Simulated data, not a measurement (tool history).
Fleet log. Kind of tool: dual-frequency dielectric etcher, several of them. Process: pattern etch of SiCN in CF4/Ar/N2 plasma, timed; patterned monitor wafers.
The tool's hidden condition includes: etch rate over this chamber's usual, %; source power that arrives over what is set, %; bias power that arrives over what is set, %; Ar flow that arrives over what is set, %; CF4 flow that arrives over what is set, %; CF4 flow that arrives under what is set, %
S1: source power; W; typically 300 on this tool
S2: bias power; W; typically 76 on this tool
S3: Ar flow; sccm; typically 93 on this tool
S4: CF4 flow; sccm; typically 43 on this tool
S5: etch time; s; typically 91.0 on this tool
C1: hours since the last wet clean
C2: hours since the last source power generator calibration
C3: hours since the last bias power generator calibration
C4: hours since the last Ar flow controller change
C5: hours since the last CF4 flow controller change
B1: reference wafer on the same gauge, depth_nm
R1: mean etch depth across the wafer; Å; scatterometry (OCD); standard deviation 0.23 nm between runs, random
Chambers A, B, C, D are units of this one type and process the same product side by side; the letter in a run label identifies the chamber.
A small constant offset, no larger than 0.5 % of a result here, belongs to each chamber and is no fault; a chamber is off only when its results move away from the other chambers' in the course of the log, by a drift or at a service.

Run 1A, hour 6.7: usual settings; C1 338.5; C2 1332.7; C3 1961.6; C4 818.7; C5 841.3; B1 52.816. Result: R1 530.24 Å.
Run 2B, hour 11.1: usual settings; C1 167.0; C2 1546.2; C3 3590.5; C4 1270.9; C5 1279.0; B1 52.826. Result: R1 526.54 Å.
Run 3D, hour 15.8: usual settings; C1 17.1; C2 1017.0; C3 1125.4; C4 2218.3; C5 1830.4; B1 52.829. Result: R1 529.00 Å.
Run 4C, hour 21.5: usual settings; C1 483.1; C2 229.0; C3 1057.6; C4 933.2; C5 691.8; B1 52.817. Result: R1 523.07 Å.
Run 5B, hour 26.8: usual settings but S4 47 sccm; C1 182.7; C2 1561.9; C3 3606.2; C4 1286.6; C5 1294.7; B1 52.847. Result: R1 530.66 Å.
Run 6C, hour 30.0: usual settings but S4 47 sccm; C1 491.6; C2 237.5; C3 1066.1; C4 941.7; C5 700.3; B1 52.816. Result: R1 533.54 Å.
At hour 31.7: chamber C: wet clean of the chamber.
Run 7A, hour 33.2: usual settings but S4 47 sccm; C1 365.0; C2 1359.2; C3 1988.1; C4 845.2; C5 867.8; B1 52.708. Result: R1 539.69 Å.
Run 8D, hour 39.1: usual settings but S4 47 sccm; C1 40.4; C2 1040.3; C3 1148.7; C4 2241.6; C5 1853.7; B1 52.805. Result: R1 536.44 Å.
Run 9B, hour 43.3: usual settings; C1 199.2; C2 1578.4; C3 3622.7; C4 1303.1; C5 1311.2; B1 52.799. Result: R1 526.55 Å.
Run 10A, hour 50.2: usual settings; C1 382.0; C2 1376.2; C3 2005.1; C4 862.2; C5 884.8; B1 52.809. Result: R1 532.39 Å.
Run 11D, hour 57.1: usual settings; C1 58.4; C2 1058.3; C3 1166.7; C4 2259.6; C5 1871.7; B1 52.779. Result: R1 526.05 Å.
Run 12C, hour 63.3: usual settings; C1 31.7; C2 270.8; C3 1099.4; C4 975.0; C5 733.6; B1 52.862. Result: R1 527.97 Å.
Run 13C, hour 69.4: usual settings; C1 37.8; C2 276.9; C3 1105.5; C4 981.1; C5 739.7; B1 52.733. Result: R1 529.57 Å.
Run 14A, hour 76.3: usual settings; C1 408.1; C2 1402.3; C3 2031.2; C4 888.3; C5 910.9; B1 52.740. Result: R1 530.32 Å.
Run 15D, hour 81.5: usual settings but S1 340 W; C1 82.8; C2 1082.7; C3 1191.1; C4 2284.0; C5 1896.1; B1 52.826. Result: R1 586.26 Å.
Run 16B, hour 85.8: usual settings but S1 340 W; C1 241.7; C2 1620.9; C3 3665.2; C4 1345.6; C5 1353.7; B1 52.786. Result: R1 584.27 Å.
Run 17C, hour 91.9: usual settings but S1 340 W; C1 60.3; C2 299.4; C3 1128.0; C4 1003.6; C5 762.2; B1 52.769. Result: R1 580.87 Å.
Run 18B, hour 98.4: usual settings but S1 340 W; C1 254.3; C2 1633.5; C3 3677.8; C4 1358.2; C5 1366.3; B1 52.817. Result: R1 589.38 Å.
Run 19A, hour 103.9: usual settings; C1 435.7; C2 1429.9; C3 2058.8; C4 915.9; C5 938.5; B1 52.821. Result: R1 533.11 Å.
Run 20D, hour 109.0: usual settings but S5 75.5 s; C1 110.3; C2 1110.2; C3 1218.6; C4 2311.5; C5 1923.6; B1 52.816. Result: R1 447.03 Å.
Run 21C, hour 112.7: usual settings but S5 75.5 s; C1 81.1; C2 320.2; C3 1148.8; C4 1024.4; C5 783.0; B1 52.786. Result: R1 437.14 Å.
Run 22B, hour 119.5: usual settings but S5 75.5 s; C1 275.4; C2 1654.6; C3 3698.9; C4 1379.3; C5 1387.4; B1 52.821. Result: R1 435.45 Å.
At hour 123.9: chamber A: wet clean of the chamber.
Run 23D, hour 126.1: usual settings but S5 75.5 s; C1 127.4; C2 1127.3; C3 1235.7; C4 2328.6; C5 1940.7; B1 52.757. Result: R1 442.92 Å.
Run 24A, hour 131.9: usual settings; C1 8.1; C2 1457.9; C3 2086.8; C4 943.9; C5 966.5; B1 52.718. Result: R1 535.50 Å.
Run 25B, hour 137.3: usual settings; C1 293.2; C2 1672.4; C3 3716.7; C4 1397.1; C5 1405.2; B1 52.762. Result: R1 524.55 Å.
Run 26D, hour 141.1: usual settings; C1 142.4; C2 1142.3; C3 1250.7; C4 2343.6; C5 1955.7; B1 52.760. Result: R1 541.67 Å.
Run 27A, hour 144.5: usual settings; C1 20.7; C2 1470.5; C3 2099.4; C4 956.5; C5 979.1; B1 52.778. Result: R1 533.78 Å.
Run 28C, hour 148.0: usual settings; C1 116.4; C2 355.5; C3 1184.1; C4 1059.7; C5 818.3; B1 52.875. Result: R1 523.17 Å.
Run 29A, hour 152.6: usual settings; C1 28.8; C2 1478.6; C3 2107.5; C4 964.6; C5 987.2; B1 52.818. Result: R1 529.70 Å.
Run 30B, hour 159.1: usual settings but S1 330 W, S2 64 W; C1 315.0; C2 1694.2; C3 3738.5; C4 1418.9; C5 1427.0; B1 52.780. Result: R1 531.77 Å.
Run 31C, hour 164.8: usual settings but S1 330 W, S2 64 W; C1 133.2; C2 372.3; C3 1200.9; C4 1076.5; C5 835.1; B1 52.757. Result: R1 533.50 Å.
Run 32D, hour 171.8: usual settings but S1 330 W, S2 64 W; C1 173.1; C2 1173.0; C3 1281.4; C4 2374.3; C5 1986.4; B1 52.862. Result: R1 554.88 Å.
Run 33B, hour 175.2: usual settings but S1 330 W, S2 64 W; C1 331.1; C2 1710.3; C3 3754.6; C4 1435.0; C5 1443.1; B1 52.776. Result: R1 537.78 Å.
Run 34D, hour 179.5: usual settings; C1 180.8; C2 1180.7; C3 1289.1; C4 2382.0; C5 1994.1; B1 52.830. Result: R1 538.45 Å.
Run 35A, hour 185.7: usual settings; C1 61.9; C2 1511.7; C3 2140.6; C4 997.7; C5 1020.3; B1 52.746. Result: R1 533.74 Å.
Run 36C, hour 191.9: usual settings; C1 160.3; C2 399.4; C3 1228.0; C4 1103.6; C5 862.2; B1 52.803. Result: R1 524.57 Å.
Run 37C, hour 198.1: usual settings; C1 166.5; C2 405.6; C3 1234.2; C4 1109.8; C5 868.4; B1 52.801. Result: R1 524.45 Å.
Run 38A, hour 205.4: usual settings; C1 81.6; C2 1531.4; C3 2160.3; C4 1017.4; C5 1040.0; B1 52.824. Result: R1 534.27 Å.
Run 39B, hour 211.8: usual settings; C1 367.7; C2 1746.9; C3 3791.2; C4 1471.6; C5 1479.7; B1 52.818. Result: R1 523.09 Å.
Run 40D, hour 217.0: usual settings; C1 218.3; C2 1218.2; C3 1326.6; C4 2419.5; C5 2031.6; B1 52.838. Result: R1 549.60 Å.
Run 41A, hour 223.3: usual settings; C1 99.5; C2 1549.3; C3 2178.2; C4 1035.3; C5 1057.9; B1 52.753. Result: R1 534.70 Å.
Run 42C, hour 228.2: usual settings; C1 196.6; C2 435.7; C3 1264.3; C4 1139.9; C5 898.5; B1 52.726. Result: R1 525.88 Å.
Run 43D, hour 231.6: usual settings; C1 232.9; C2 1232.8; C3 1341.2; C4 2434.1; C5 2046.2; B1 52.824. Result: R1 549.42 Å.

All 4 chambers run these settings next. Forecast each chamber's results:
Run 44A, hour 236.8: usual settings. Result: R1 ?.
Run 44B, hour 236.8: usual settings. Result: R1 ?.
Run 44C, hour 236.8: usual settings. Result: R1 ?.
Run 44D, hour 236.8: usual settings. Result: R1 ?.

run      R1
44A  528.95
44B  524.04
44C  523.83
44D  548.84
